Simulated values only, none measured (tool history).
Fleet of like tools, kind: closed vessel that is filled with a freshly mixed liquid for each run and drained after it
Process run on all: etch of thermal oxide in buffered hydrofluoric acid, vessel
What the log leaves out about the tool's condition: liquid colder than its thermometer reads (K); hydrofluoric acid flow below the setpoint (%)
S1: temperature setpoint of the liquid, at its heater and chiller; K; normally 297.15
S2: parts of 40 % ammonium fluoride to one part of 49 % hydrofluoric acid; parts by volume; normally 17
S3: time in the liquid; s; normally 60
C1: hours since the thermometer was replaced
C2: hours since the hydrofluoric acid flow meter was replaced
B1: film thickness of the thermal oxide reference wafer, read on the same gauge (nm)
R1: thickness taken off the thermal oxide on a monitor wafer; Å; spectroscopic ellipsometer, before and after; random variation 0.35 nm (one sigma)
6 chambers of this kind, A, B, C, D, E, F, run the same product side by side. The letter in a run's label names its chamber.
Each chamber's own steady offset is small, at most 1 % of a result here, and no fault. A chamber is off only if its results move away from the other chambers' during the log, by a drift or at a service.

run	hour	S1	S2	S3	C1	C2	B1	R1
1D	4.4	297.15	17	60	932.3	158.7	140.01	421.42
2B	9.5	297.15	17	60	378.1	48.7	139.96	412.96
3E	16.8	297.15	17	60	208.3	221.7	140.03	418.48
4F	22.9	297.15	17	60	1160.7	422.2	139.99	413.41
5C	29.2	297.15	20.5	40	1023.8	532.1	140.02	234.01
6A	36.5	297.15	20.5	40	417.2	414.1	140.01	234.72
7A	40.1	297.15	20.5	40	420.8	417.7	140	232.61
8E	43.3	297.15	20.5	40	234.8	248.2	140.02	232.74
9D	48.5	297.15	20.5	40	976.4	202.8	139.99	229.15
10F	53.8	297.15	20.5	40	1191.6	453.1	140.02	230.57
11B	60.5	297.15	21.5	40	429.1	99.7	140.01	227.66
12C	66.7	297.15	21.5	40	1061.3	569.6	140.05	228.38
13E	70.9	297.15	21.5	40	262.4	275.8	139.98	227.17
14C	77.5	297.15	21.5	40	1072.1	580.4	139.98	226.04
15B	83.4	297.15	21.5	40	452	122.6	140.06	221.57
16D	87.6	297.15	21.5	40	1015.5	241.9	139.94	225.12
17A	93.3	297.15	17	60	474	470.9	139.99	420.56
18F	97.4	297.15	17	60	1235.2	496.7	139.98	400.35
19C	102.9	301.15	17	60	1097.5	605.8	140	520.69
20A	108.2	301.15	17	60	488.9	485.8	139.98	517.4
21E	115.1	301.15	17	60	306.6	320	139.99	511.33
22D	120.4	301.15	17	60	1048.3	274.7	140.03	509.29
23B	126.6	301.15	17	60	495.2	165.8	140.01	514.34
24F	130.4	301.15	17	60	1268.2	529.7	140.03	485.38
25B	135.4	301.15	17	60	504	174.6	140.02	508.18
26F	138.8	301.15	17	60	1276.6	538.1	140	478.16
27C	144.5	301.15	17	60	1139.1	647.4	140.02	520.54
28A	148.8	301.15	17	60	529.5	526.4	139.99	518.62
29D	155.5	301.15	17	60	1083.4	309.8	140.01	514.24
30E	160.7	301.15	17	60	352.2	365.6	140.06	522.19
31E	164.7	297.15	17	30	356.2	369.6	139.97	209.04
32B	169.8	297.15	17	30	538.4	209	140	205.59
33C	174.4	297.15	17	30	1169	677.3	140	207.84
34A	177.6	297.15	17	30	558.3	555.2	139.99	210.42
35F	184.7	297.15	17	30	1322.5	584	140	189.52
36D	189.2	297.15	17	30	1117.1	343.5	140.01	208.28
37D	196	297.15	17	60	1123.9	350.3	139.97	415.28
38B	199.6	297.15	17	60	568.2	238.8	139.98	413.39
39F	204.3	297.15	17	60	1342.1	603.6	139.99	372.4
40A	211.5	297.15	17	60	592.2	589.1	139.98	420.54
41E	217.7	297.15	17	60	409.2	422.6	140	411.4

Read the log: is a single chamber off, either drifting away or since a service, is the gauge that measures every chamber drifting, or is nothing wrong beyond small per-chamber offsets? Name any odd chamber and what most likely caused it.

It is chamber F that slowly wanders off from its peers.
Most likely cause: hydrofluoric acid flow below the setpoint (%) = 11.2.
It could be hard to tell apart here from: liquid colder than its thermometer reads (K).

Below are 4 candidate recipes for chamber F's next run, each the usual settings with a change, their results shown as question marks. Which of them brings F's results back in line with what the other chambers give on the usual settings?
In line means no further than this from the other chambers' mean on the usual settings: R1 12 Å
42F-1	222.9	297.15	17	75				?
42F-2	222.9	297.15	15	60				?
42F-3	222.9	293.15	17	60				?
42F-4	222.9	297.15	17.5	55				?

Other chambers, usual settings, mean: R1 416.13 Å
run	R1
42F-1	465.93
42F-2	420.84
42F-3	299.11
42F-4	332.19
It is 42F-2 that realigns the chamber with its peers.
